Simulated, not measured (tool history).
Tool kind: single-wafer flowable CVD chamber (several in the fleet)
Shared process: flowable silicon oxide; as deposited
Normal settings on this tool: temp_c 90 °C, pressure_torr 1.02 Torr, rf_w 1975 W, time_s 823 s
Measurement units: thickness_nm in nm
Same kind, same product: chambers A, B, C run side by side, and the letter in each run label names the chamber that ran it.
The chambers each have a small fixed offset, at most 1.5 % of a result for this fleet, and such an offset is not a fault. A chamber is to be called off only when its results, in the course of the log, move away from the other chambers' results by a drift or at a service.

run,hour,temp_c,pressure_torr,rf_w,time_s,"read-back reference wafer on the same gauge, thickness_nm",thickness_nm
1C,13.7,90,1.02,1975,823,950.35,952.48
2B,27.3,90,1.02,1975,823,950.42,928.47
3A,43,90,1.02,1975,823,950.3,940.1
4C,56.9,90,1.02,1975,823,950.33,949.7
5A,66.7,90,1.02,1975,823,950.28,937.32
6B,81.6,90,1.02,1975,823,949.37,929.92
7A,91,90,1.02,1975,823,950.77,934.97
8B,101.7,90,1.02,1975,823,950.55,932.59
# hour 107.1: chamber A: thermocouple changed; heater temperature recalibrated
9C,117.4,90,1.02,1975,823,950.38,950.53
10C,126.3,90,1.02,1975,823,949.62,950.33
11B,135.4,90,1.02,1975,823,949.96,935.21
12A,146.3,90,1.02,1735,950,949.34,993.02
13B,158.5,90,1.02,1735,950,950.37,1051.6
# hour 162.1: chamber B: thermocouple changed; heater temperature recalibrated
14A,174,90,1.02,1735,950,950,993.71
15C,189.7,90,1.02,1975,823,949.73,948.72
16C,201.1,90,1.02,1975,823,950.66,946.76
17A,216.9,90,1.02,1975,823,950.09,883.12
18B,227.4,90,1.02,1975,823,950.93,929.04
19B,237,90,1.02,1975,946,950.38,1069.8
20A,250.3,90,1.02,1975,946,951.09,1022.9
21C,266.4,90,1.02,1975,946,949.91,1087.7
22B,276.3,90,1.02,1975,823,948.93,934
23C,292.6,90,1.02,1975,823,949.28,951.83

All chambers now run identical settings, listed one chamber a line with results as question marks. What results will each chamber show?
24A,304.6,90,1.02,1975,823,,?
24B,304.6,90,1.02,1975,823,,?
24C,304.6,90,1.02,1975,823,,?

run,thickness_nm
24A,890
24B,932.31
24C,948.36
